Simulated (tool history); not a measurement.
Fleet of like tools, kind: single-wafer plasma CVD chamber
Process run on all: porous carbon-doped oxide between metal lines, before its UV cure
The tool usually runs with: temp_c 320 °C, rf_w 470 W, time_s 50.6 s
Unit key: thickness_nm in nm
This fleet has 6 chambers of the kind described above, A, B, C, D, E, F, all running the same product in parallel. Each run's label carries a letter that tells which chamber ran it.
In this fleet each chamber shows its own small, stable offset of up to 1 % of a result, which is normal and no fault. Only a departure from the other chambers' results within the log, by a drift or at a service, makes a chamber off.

run,hour,temp_c,rf_w,time_s,"read-back reference wafer on the same gauge, thickness_nm",thickness_nm
1F,13.5,320,470,50.6,222.96,232.23
2E,23.3,320,470,50.6,222.90,232.98
# hour 26.7: chamber D: RF generator calibrated
3B,31.8,320,470,50.6,222.89,231.01
4A,41.9,320,470,50.6,223.15,230.44
# hour 42.8: chamber A: RF generator calibrated
5D,56.4,320,470,50.6,222.92,232.08
6C,68.1,320,470,50.6,222.96,232.55
7B,80.6,320,470,50.6,223.03,230.02
8F,95.5,320,470,50.6,222.99,232.12
9E,109.2,320,470,50.6,222.85,232.07
# hour 116.4: chamber B: RF generator calibrated
10D,117.3,320,470,50.6,222.91,232.87
11A,125.7,320,470,50.6,222.99,231.26
12C,138.8,320,470,50.6,223.17,233.51
13C,147.9,320,470,47.4,223.05,219.76
14B,160.8,320,470,47.4,222.90,216.71
15F,174.8,320,470,47.4,223.03,217.49
16D,183.8,320,470,47.4,223.05,218.64
# hour 195.3: chamber A: thermocouple changed; heater temperature recalibrated
17E,197.6,320,470,47.4,222.95,218.65
18A,206.4,320,470,47.4,222.85,220.46
19C,213.0,320,470,50.6,223.03,233.23
# hour 220.5: chamber E: thermocouple changed; heater temperature recalibrated
20D,220.5,320,470,50.6,222.89,233.23
21B,230.2,333,500,50.6,223.13,225.91
22E,239.6,333,500,50.6,223.16,227.68
23A,250.5,333,500,50.6,223.10,230.36
24F,265.3,333,500,50.6,222.92,227.89
25E,275.3,333,500,50.6,222.79,227.69
26F,285.7,333,500,50.6,223.02,227.82
27D,292.4,320,470,50.6,222.96,232.10
28A,304.0,334,470,50.6,222.97,220.25
29B,310.7,334,470,50.6,222.95,215.80
30C,325.6,334,470,50.6,223.10,218.54
31B,339.1,334,470,50.6,223.07,215.62
32A,352.2,334,470,50.6,223.10,219.77
33D,359.9,334,470,50.6,223.05,217.35
34F,371.6,320,470,50.6,223.02,232.50
35E,383.7,320,470,50.6,223.06,232.28
36C,395.2,331,390,50.6,222.92,191.19
37E,402.8,331,390,50.6,222.99,190.28
# hour 409.6: chamber C: RF generator calibrated
38A,410.7,331,390,50.6,223.04,194.81
39F,425.6,331,390,50.6,222.87,191.33
40D,434.8,331,390,50.6,222.97,191.50
41C,446.7,331,390,50.6,222.94,191.38

Decide between three cases: one chamber stands off from its peers, the gauge reading all wafers drifts, or nothing is wrong past each chamber's small offset. Where a chamber is off, say which and what most likely put it there.

The work done on chamber A during a service left it standing apart from the others.
What lies behind it: wafer temperature below the value expected at the setpoint (K) = 4.03.

Chamber A could run next with any of the 4 candidate recipes listed below; each alters the usual settings, and their results appear as question marks. Which one brings its results back in line with what the other chambers deliver on the usual settings?
Counts as in line when no further than this from what the other chambers average on the usual settings: thickness_nm 2.20 nm
42A-1,457.5,321,470,49.2,,?
42A-2,457.5,320,460,50.6,,?
42A-3,457.5,319,475,51.6,,?
42A-4,457.5,320,475,51.0,,?

On the usual settings, the other chambers give on average: thickness_nm 232.25 nm
run,thickness_nm
42A-1,227.86
42A-2,232.04
42A-3,242.90
42A-4,238.91
Change 42A-2 lands the chamber within the allowed miss of the other chambers.
